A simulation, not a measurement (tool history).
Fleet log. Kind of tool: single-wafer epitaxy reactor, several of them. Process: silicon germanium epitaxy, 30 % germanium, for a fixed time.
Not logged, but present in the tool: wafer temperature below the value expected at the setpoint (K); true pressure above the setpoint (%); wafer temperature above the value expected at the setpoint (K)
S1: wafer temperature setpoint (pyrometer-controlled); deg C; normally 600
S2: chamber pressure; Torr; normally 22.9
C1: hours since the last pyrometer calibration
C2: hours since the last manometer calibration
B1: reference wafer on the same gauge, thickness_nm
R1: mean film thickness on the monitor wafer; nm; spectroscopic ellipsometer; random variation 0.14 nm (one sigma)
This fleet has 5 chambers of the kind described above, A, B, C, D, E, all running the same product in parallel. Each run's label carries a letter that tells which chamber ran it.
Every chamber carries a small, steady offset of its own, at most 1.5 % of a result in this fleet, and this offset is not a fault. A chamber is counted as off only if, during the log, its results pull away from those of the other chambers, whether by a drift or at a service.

run 1A hour=9.9 | S1=600 S2=22.9 | C1=1051.5 C2=1081.8 | B1=60.991 | R1=61.969
run 2C hour=16.3 | S1=600 S2=22.9 | C1=2060.7 C2=287.9 | B1=60.967 | R1=61.591
run 3B hour=26.1 | S1=600 S2=22.9 | C1=422.1 C2=1625.0 | B1=60.964 | R1=62.236
run 4D hour=34.5 | S1=600 S2=22.9 | C1=1917.4 C2=449.2 | B1=61.055 | R1=62.301
run 5E hour=43.7 | S1=614 S2=27.5 | C1=363.1 C2=985.1 | B1=60.992 | R1=85.564
run 6D hour=48.4 | S1=614 S2=27.5 | C1=1931.3 C2=463.1 | B1=60.975 | R1=85.942
run 7E hour=53.2 | S1=614 S2=27.5 | C1=372.6 C2=994.6 | B1=61.003 | R1=85.942
run 8C hour=59.1 | S1=614 S2=27.5 | C1=2103.5 C2=330.7 | B1=60.987 | R1=84.313
run 9A hour=64.5 | S1=614 S2=27.5 | C1=1106.1 C2=1136.4 | B1=61.020 | R1=85.902
-- hour=66.4 chamber A: capacitance manometer re-zeroed and calibrated
run 10B hour=73.2 | S1=600 S2=22.9 | C1=469.2 C2=1672.1 | B1=60.990 | R1=62.010
run 11D hour=83.2 | S1=600 S2=22.9 | C1=1966.1 C2=497.9 | B1=61.045 | R1=62.445
run 12B hour=92.1 | S1=600 S2=22.9 | C1=488.1 C2=1691.0 | B1=60.991 | R1=62.297
run 13E hour=98.7 | S1=600 S2=22.9 | C1=418.1 C2=1040.1 | B1=60.984 | R1=61.984
run 14A hour=105.2 | S1=595 S2=22.9 | C1=1146.8 C2=38.9 | B1=60.997 | R1=56.269
run 15C hour=111.8 | S1=595 S2=22.9 | C1=2156.2 C2=383.4 | B1=61.006 | R1=56.119
run 16D hour=117.4 | S1=595 S2=22.9 | C1=2000.3 C2=532.1 | B1=60.973 | R1=56.698
run 17A hour=124.5 | S1=595 S2=22.9 | C1=1166.1 C2=58.2 | B1=60.991 | R1=56.479
run 18B hour=132.9 | S1=595 S2=22.9 | C1=528.9 C2=1731.8 | B1=61.013 | R1=56.593
run 19C hour=142.5 | S1=600 S2=22.9 | C1=2186.9 C2=414.1 | B1=60.988 | R1=61.736
run 20E hour=150.2 | S1=600 S2=22.9 | C1=469.6 C2=1091.6 | B1=61.006 | R1=62.131
-- hour=152.8 chamber C: pyrometer calibrated
run 21C hour=157.8 | S1=600 S2=22.9 | C1=5.0 C2=429.4 | B1=61.017 | R1=61.832
run 22A hour=167.7 | S1=600 S2=22.9 | C1=1209.3 C2=101.4 | B1=60.990 | R1=61.580
run 23D hour=173.0 | S1=600 S2=22.9 | C1=2055.9 C2=587.7 | B1=61.028 | R1=62.019
run 24E hour=182.3 | S1=600 S2=22.9 | C1=501.7 C2=1123.7 | B1=60.989 | R1=62.155
run 25B hour=189.3 | S1=600 S2=22.9 | C1=585.3 C2=1788.2 | B1=60.994 | R1=61.766
run 26D hour=198.2 | S1=605 S2=25.4 | C1=2081.1 C2=612.9 | B1=61.016 | R1=70.930
run 27A hour=204.2 | S1=605 S2=25.4 | C1=1245.8 C2=137.9 | B1=60.987 | R1=70.088
run 28B hour=209.9 | S1=605 S2=25.4 | C1=605.9 C2=1808.8 | B1=61.020 | R1=71.051
run 29C hour=217.5 | S1=605 S2=25.4 | C1=64.7 C2=489.1 | B1=61.030 | R1=70.118
run 30E hour=224.9 | S1=605 S2=25.4 | C1=544.3 C2=1166.3 | B1=60.978 | R1=70.731
-- hour=226.8 chamber D: pyrometer calibrated
run 31D hour=234.6 | S1=600 S2=19.8 | C1=7.9 C2=649.3 | B1=61.020 | R1=58.618
run 32A hour=241.3 | S1=600 S2=19.8 | C1=1282.9 C2=175.0 | B1=61.002 | R1=57.353
run 33C hour=246.7 | S1=600 S2=19.8 | C1=93.9 C2=518.3 | B1=61.011 | R1=58.008
run 34E hour=255.5 | S1=600 S2=19.8 | C1=574.9 C2=1196.9 | B1=61.011 | R1=58.537
run 35B hour=259.9 | S1=600 S2=19.8 | C1=655.9 C2=1858.8 | B1=60.982 | R1=58.461
run 36B hour=264.6 | S1=600 S2=22.9 | C1=660.6 C2=1863.5 | B1=61.000 | R1=61.913

Predict what each chamber gives when all 5 of them run the settings below next.
run 37A hour=271.8 | S1=613 S2=22.9 | R1=?
run 37B hour=271.8 | S1=613 S2=22.9 | R1=?
run 37C hour=271.8 | S1=613 S2=22.9 | R1=?
run 37D hour=271.8 | S1=613 S2=22.9 | R1=?
run 37E hour=271.8 | S1=613 S2=22.9 | R1=?

run=37A R1=76.708
run=37B R1=78.254
run=37C R1=78.035
run=37D R1=78.406
run=37E R1=78.156
